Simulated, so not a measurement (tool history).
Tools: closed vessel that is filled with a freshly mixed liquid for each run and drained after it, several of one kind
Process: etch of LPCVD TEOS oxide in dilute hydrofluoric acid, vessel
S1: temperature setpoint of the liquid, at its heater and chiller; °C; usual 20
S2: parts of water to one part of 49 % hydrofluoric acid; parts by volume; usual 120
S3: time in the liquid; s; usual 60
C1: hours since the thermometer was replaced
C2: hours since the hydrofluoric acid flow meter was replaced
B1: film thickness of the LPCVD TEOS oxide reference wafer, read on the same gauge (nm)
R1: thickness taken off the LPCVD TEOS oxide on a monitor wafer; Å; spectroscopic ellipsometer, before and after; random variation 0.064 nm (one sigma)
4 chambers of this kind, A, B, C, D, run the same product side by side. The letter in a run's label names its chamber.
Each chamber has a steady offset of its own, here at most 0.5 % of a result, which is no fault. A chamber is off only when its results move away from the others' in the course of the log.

Run 1C, day 0.246: usual settings; C1 976.1; C2 631.5; B1 29.99. Result: R1 93.656 Å.
Run 2D, day 0.675: usual settings; C1 152.5; C2 1377.4; B1 30.03. Result: R1 94.512 Å.
Run 3B, day 1.071: usual settings; C1 990.1; C2 1088.9; B1 29.998. Result: R1 94.486 Å.
Run 4A, day 1.388: usual settings; C1 342.1; C2 491.4; B1 29.991. Result: R1 95.106 Å.
Run 5A, day 1.796: usual settings; C1 351.9; C2 501.2; B1 29.998. Result: R1 94.729 Å.
Run 6D, day 2.217: usual settings; C1 189.5; C2 1414.4; B1 29.991. Result: R1 93.625 Å.
Run 7B, day 2.492: usual settings; C1 1024.2; C2 1123; B1 30.013. Result: R1 93.093 Å.
Run 8C, day 2.717: usual settings; C1 1035.4; C2 690.8; B1 30.001. Result: R1 93.921 Å.
Run 9B, day 3.025: usual settings; C1 1037; C2 1135.8; B1 30.039. Result: R1 93.438 Å.
Run 10D, day 3.362: usual settings; C1 217; C2 1441.9; B1 29.998. Result: R1 94.414 Å.
Run 11C, day 3.746: usual settings; C1 1060.1; C2 715.5; B1 29.992. Result: R1 92.002 Å.
Run 12A, day 4.058: usual settings; C1 406.2; C2 555.5; B1 29.999. Result: R1 93.556 Å.
Run 13D, day 4.4: usual settings; C1 241.9; C2 1466.8; B1 30.02. Result: R1 94.022 Å.
Run 14A, day 4.717: usual settings; C1 422; C2 571.3; B1 29.995. Result: R1 94.238 Å.
Run 15C, day 5.046: usual settings; C1 1091.3; C2 746.7; B1 30.039. Result: R1 93.822 Å.
Run 16B, day 5.417: usual settings; C1 1094.4; C2 1193.2; B1 30. Result: R1 93.782 Å.
Run 17D, day 5.629: usual settings; C1 271.4; C2 1496.3; B1 30.007. Result: R1 92.499 Å.
Run 18B, day 5.867: usual settings; C1 1105.2; C2 1204; B1 29.965. Result: R1 93.232 Å.
Run 19C, day 6.275: usual settings but S2 150 parts by volume; C1 1120.8; C2 776.2; B1 29.987. Result: R1 72.238 Å.
Run 20A, day 6.621: usual settings but S2 150 parts by volume; C1 467.7; C2 617; B1 29.991. Result: R1 73.116 Å.
Run 21A, day 6.883: usual settings but S2 150 parts by volume; C1 474; C2 623.3; B1 30.037. Result: R1 72.497 Å.
Run 22B, day 7.262: usual settings but S2 150 parts by volume; C1 1138.7; C2 1237.5; B1 30.013. Result: R1 72.899 Å.
Run 23C, day 7.521: usual settings; C1 1150.7; C2 806.1; B1 30.019. Result: R1 93.702 Å.
Run 24D, day 7.775: usual settings; C1 322.9; C2 1547.8; B1 30.008. Result: R1 94.502 Å.

What goes on in this fleet: one chamber off, a drifting gauge, or nothing beyond the chambers' own small offsets? Name the chamber and the cause, if any.

No chamber stands off beyond its own small offset, and the gauge holds steady.
